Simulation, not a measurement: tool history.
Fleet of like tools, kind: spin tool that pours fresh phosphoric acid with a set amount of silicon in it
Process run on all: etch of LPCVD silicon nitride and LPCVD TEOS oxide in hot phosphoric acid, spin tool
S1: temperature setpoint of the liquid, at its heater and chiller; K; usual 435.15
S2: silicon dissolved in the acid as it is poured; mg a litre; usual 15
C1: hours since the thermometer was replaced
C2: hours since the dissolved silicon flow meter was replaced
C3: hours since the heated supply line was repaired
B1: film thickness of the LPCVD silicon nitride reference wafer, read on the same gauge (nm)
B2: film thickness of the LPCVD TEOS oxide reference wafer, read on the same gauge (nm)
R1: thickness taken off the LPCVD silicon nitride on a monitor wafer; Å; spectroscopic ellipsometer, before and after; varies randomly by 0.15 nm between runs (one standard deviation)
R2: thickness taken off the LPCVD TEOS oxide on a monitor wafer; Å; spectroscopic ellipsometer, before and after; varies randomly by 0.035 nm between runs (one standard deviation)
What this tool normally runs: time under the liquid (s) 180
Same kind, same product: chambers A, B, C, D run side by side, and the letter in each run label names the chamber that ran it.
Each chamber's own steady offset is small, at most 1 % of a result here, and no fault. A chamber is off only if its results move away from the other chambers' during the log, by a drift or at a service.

Run 1B, hour 3.2: usual settings; C1 2047.2; C2 241.5; C3 637.8; B1 149.98; B2 140.00. Result: R1 157.05 Å, R2 10.0120 Å.
Run 2C, hour 5.3: usual settings; C1 1754.0; C2 215.2; C3 1492.5; B1 149.98; B2 139.98. Result: R1 159.93 Å, R2 10.4270 Å.
Run 3D, hour 9.2: usual settings; C1 1127.0; C2 1611.7; C3 801.0; B1 149.99; B2 140.02. Result: R1 160.23 Å, R2 10.1370 Å.
Run 4A, hour 12.1: usual settings; C1 2399.6; C2 1435.7; C3 3416.3; B1 150.02; B2 139.99. Result: R1 158.40 Å, R2 10.2390 Å.
Run 5D, hour 14.1: usual settings; C1 1131.9; C2 1616.6; C3 805.9; B1 150.00; B2 140.00. Result: R1 159.63 Å, R2 9.8221 Å.
Run 6A, hour 17.8: usual settings; C1 2405.3; C2 1441.4; C3 3422.0; B1 150.00; B2 140.00. Result: R1 157.86 Å, R2 9.6153 Å.
Run 7B, hour 21.4: usual settings; C1 2065.4; C2 259.7; C3 656.0; B1 149.97; B2 140.02. Result: R1 156.52 Å, R2 9.8680 Å.
Run 8C, hour 23.5: usual settings but S1 436.15 K, time under the liquid (s) 140; C1 1772.2; C2 233.4; C3 1510.7; B1 150.00; B2 140.01. Result: R1 128.03 Å, R2 8.9281 Å.
Run 9D, hour 25.5: usual settings but S1 436.15 K, time under the liquid (s) 140; C1 1143.3; C2 1628.0; C3 817.3; B1 150.00; B2 140.00. Result: R1 127.55 Å, R2 7.9788 Å.
Run 10A, hour 29.6: usual settings but S1 436.15 K, time under the liquid (s) 140; C1 2417.1; C2 1453.2; C3 3433.8; B1 150.01; B2 139.98. Result: R1 124.90 Å, R2 7.9019 Å.
Run 11C, hour 32.9: usual settings but S1 436.15 K, time under the liquid (s) 140; C1 1781.6; C2 242.8; C3 1520.1; B1 150.01; B2 139.99. Result: R1 127.35 Å, R2 8.2782 Å.
Run 12B, hour 37.3: usual settings; C1 2081.3; C2 275.6; C3 671.9; B1 149.99; B2 140.00. Result: R1 156.48 Å, R2 10.6590 Å.
Run 13D, hour 41.6: usual settings; C1 1159.4; C2 1644.1; C3 833.4; B1 150.01; B2 140.00. Result: R1 154.41 Å, R2 9.7784 Å.
Run 14A, hour 44.8: usual settings; C1 2432.3; C2 1468.4; C3 3449.0; B1 149.99; B2 139.99. Result: R1 158.48 Å, R2 10.1700 Å.
Run 15B, hour 49.2: usual settings; C1 2093.2; C2 287.5; C3 683.8; B1 149.99; B2 139.98. Result: R1 156.16 Å, R2 10.3390 Å.
Run 16C, hour 53.0: usual settings; C1 1801.7; C2 262.9; C3 1540.2; B1 150.01; B2 140.02. Result: R1 158.99 Å, R2 10.2330 Å.
Run 17C, hour 56.1: usual settings; C1 1804.8; C2 266.0; C3 1543.3; B1 150.03; B2 140.00. Result: R1 157.12 Å, R2 10.8090 Å.
Run 18B, hour 59.3: usual settings; C1 2103.3; C2 297.6; C3 693.9; B1 149.99; B2 140.00. Result: R1 154.33 Å, R2 9.9890 Å.
Run 19D, hour 61.9: usual settings; C1 1179.7; C2 1664.4; C3 853.7; B1 150.00; B2 140.00. Result: R1 149.96 Å, R2 8.5990 Å.
Run 20A, hour 64.3: usual settings; C1 2451.8; C2 1487.9; C3 3468.5; B1 150.01; B2 139.98. Result: R1 155.64 Å, R2 9.6766 Å.
Run 21D, hour 66.7: usual settings; C1 1184.5; C2 1669.2; C3 858.5; B1 150.00; B2 140.01. Result: R1 148.28 Å, R2 8.5520 Å.
Run 22B, hour 68.7: usual settings but S2 19 mg a litre; C1 2112.7; C2 307.0; C3 703.3; B1 150.00; B2 139.99. Result: R1 156.63 Å, R2 8.6749 Å.
Run 23C, hour 71.2: usual settings but S2 19 mg a litre; C1 1819.9; C2 281.1; C3 1558.4; B1 149.98; B2 140.01. Result: R1 156.73 Å, R2 9.0082 Å.
Run 24A, hour 73.5: usual settings but S2 19 mg a litre; C1 2461.0; C2 1497.1; C3 3477.7; B1 150.02; B2 140.01. Result: R1 156.63 Å, R2 8.9580 Å.

Read the log: is a single chamber off, either drifting away or since a service, is the gauge that measures every chamber drifting, or is nothing wrong beyond small per-chamber offsets? Name any odd chamber and what most likely caused it.

Chamber D drifts away from the others.
Cause: temperature lost on the way to the wafer (K) = 2.21.
The log may not tell that from: liquid colder than its thermometer reads (K).

Which of the 4 candidates below, each the usual settings with something changed and its results left as question marks, puts chamber D back in line with what the other chambers give on the usual settings?
In line here means within this much of the mean the other chambers give on the usual settings: R1 5.30 Å; R2 1.2000 Å
Run 25D-1, hour 76.7: usual settings but S1 435.65 K, S2 12 mg a litre, time under the liquid (s) 190. Result: R1 ?, R2 ?.
Run 25D-2, hour 76.7: usual settings but S1 435.65 K, S2 9 mg a litre, time under the liquid (s) 200. Result: R1 ?, R2 ?.
Run 25D-3, hour 76.7: usual settings but S1 434.65 K, S2 18 mg a litre, time under the liquid (s) 170. Result: R1 ?, R2 ?.
Run 25D-4, hour 76.7: usual settings but S1 434.65 K, S2 21 mg a litre, time under the liquid (s) 160. Result: R1 ?, R2 ?.

The mean the other chambers reach with the usual settings: R1 157.58 Å; R2 9.9984 Å
  run      R1       R2
25D-1  158.66  10.1610
25D-2  167.01  11.4660
25D-3  137.26   7.2630
25D-4  129.19   6.2631
It is 25D-1 that realigns the chamber with its peers.

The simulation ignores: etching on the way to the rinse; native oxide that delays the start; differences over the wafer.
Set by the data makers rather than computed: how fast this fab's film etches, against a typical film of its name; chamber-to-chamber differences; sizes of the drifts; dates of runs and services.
